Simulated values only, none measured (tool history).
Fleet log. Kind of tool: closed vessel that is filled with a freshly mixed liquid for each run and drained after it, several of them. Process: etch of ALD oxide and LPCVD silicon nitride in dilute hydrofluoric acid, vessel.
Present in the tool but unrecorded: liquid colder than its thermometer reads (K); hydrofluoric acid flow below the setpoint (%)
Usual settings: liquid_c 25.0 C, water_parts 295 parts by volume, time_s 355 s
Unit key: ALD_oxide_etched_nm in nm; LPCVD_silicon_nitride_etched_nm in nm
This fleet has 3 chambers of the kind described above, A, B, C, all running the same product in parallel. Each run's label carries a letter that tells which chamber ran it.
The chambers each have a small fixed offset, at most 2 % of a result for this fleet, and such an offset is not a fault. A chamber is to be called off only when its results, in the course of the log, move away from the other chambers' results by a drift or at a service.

run	day	liquid_c	water_parts	time_s	hours since the thermometer was replaced	hours since the hydrofluoric acid flow meter was replaced	read-back film thickness of the ALD oxide reference wafer, read on the same gauge (nm)	read-back film thickness of the LPCVD silicon nitride reference wafer, read on the same gauge (nm)	ALD_oxide_etched_nm	LPCVD_silicon_nitride_etched_nm
1A	0.217	25.0	295	355	1551.4	1075.3	50.003	149.99	18.1330	0.54788
2B	0.325	25.0	295	355	791.1	292.4	50.029	149.98	17.9980	0.60562
3C	0.429	25.0	295	355	359.7	988.6	50.006	149.99	18.0340	0.61200
4B	0.671	25.0	295	355	799.4	300.7	49.986	149.98	17.7540	0.63776
5A	0.838	25.0	295	355	1566.3	1090.2	50.015	150.00	18.1550	0.60324
6C	0.971	25.0	295	355	372.7	1001.6	50.008	150.02	18.2570	0.62780
7A	1.150	25.0	295	355	1573.8	1097.7	49.984	149.98	18.2530	0.67501
8C	1.388	25.0	295	355	382.7	1011.6	50.015	149.99	18.0000	0.63674
9B	1.592	25.0	295	355	821.5	322.8	49.996	150.02	18.0020	0.63351
10A	1.725	25.0	295	355	1587.6	1111.5	49.996	150.01	17.9730	0.60260
11B	1.888	25.0	295	355	828.6	329.9	50.002	149.98	18.0070	0.60249
12C	2.008	25.0	295	355	397.6	1026.5	50.003	150.00	17.8100	0.61207
13B	2.196	25.0	295	355	836.0	337.3	49.993	149.99	18.1520	0.60035
14A	2.400	25.0	295	355	1603.8	1127.7	50.002	149.99	18.1500	0.60405
15C	2.550	25.0	295	355	410.6	1039.5	50.015	149.99	17.9610	0.61684
16A	2.692	25.0	360	355	1610.8	1134.7	50.015	149.96	14.2170	0.50353
17C	2.800	25.0	360	355	416.6	1045.5	50.004	149.99	13.9120	0.52186
18B	2.962	25.0	360	355	854.4	355.7	49.990	150.03	13.8770	0.51254
19A	3.088	25.0	295	355	1620.3	1144.2	50.014	150.01	18.1120	0.63933
20C	3.292	25.0	295	355	428.4	1057.3	50.017	149.97	18.0730	0.61898
21B	3.517	25.0	295	355	867.7	369.0	49.979	150.03	17.6340	0.63841
22B	3.638	25.0	295	355	870.6	371.9	49.979	150.00	17.2580	0.62187
23C	3.792	25.0	295	355	440.4	1069.3	49.995	149.98	18.0990	0.62396
24A	3.967	25.0	295	355	1641.4	1165.3	50.023	149.98	18.0540	0.59211
25B	4.162	25.0	295	355	883.2	384.5	50.001	149.98	17.5760	0.58034
26C	4.267	25.0	295	355	451.8	1080.7	50.007	150.02	17.9640	0.63180
27A	4.408	27.0	295	355	1652.0	1175.9	50.003	149.98	19.6410	0.76183
28A	4.625	27.0	295	355	1657.2	1181.1	49.982	150.00	19.3930	0.71715
29B	4.738	27.0	295	355	897.0	398.3	49.998	150.00	18.3280	0.68239
30C	4.925	25.0	295	355	467.6	1096.5	50.013	150.00	17.8860	0.61593
31C	5.071	20.5	295	355	471.1	1100.0	50.010	149.97	15.4070	0.46551
32B	5.208	20.5	295	355	908.3	409.6	49.995	150.02	14.7540	0.45167
33A	5.417	20.5	295	355	1676.2	1200.1	49.976	150.00	15.5170	0.45975
34B	5.558	25.0	295	355	916.7	418.0	50.006	150.01	16.9530	0.63188
35C	5.788	25.0	295	355	488.3	1117.2	49.989	149.97	17.5920	0.60150
36A	5.958	25.0	420	180	1689.2	1213.1	50.002	150.01	5.7832	0.21783
37B	6.200	25.0	420	180	932.1	433.4	50.004	149.98	5.2768	0.22468
38A	6.429	25.0	420	180	1700.5	1224.4	50.005	149.98	5.7938	0.21865
39C	6.583	21.5	295	355	507.4	1136.3	50.006	150.03	15.8030	0.45248
40C	6.738	21.5	295	355	511.1	1140.0	50.003	149.99	16.0570	0.49721
41B	6.867	21.5	295	355	948.1	449.4	50.009	149.99	14.5850	0.46296

Each of the 3 chambers runs these same settings next. Fill in every chamber's results:
42A	7.038	25.0	295	355					?	?
42B	7.038	25.0	295	355					?	?
42C	7.038	25.0	295	355					?	?

run	ALD_oxide_etched_nm	LPCVD_silicon_nitride_etched_nm
42A	18.2410	0.62015
42B	16.4270	0.58155
42C	18.1340	0.62989

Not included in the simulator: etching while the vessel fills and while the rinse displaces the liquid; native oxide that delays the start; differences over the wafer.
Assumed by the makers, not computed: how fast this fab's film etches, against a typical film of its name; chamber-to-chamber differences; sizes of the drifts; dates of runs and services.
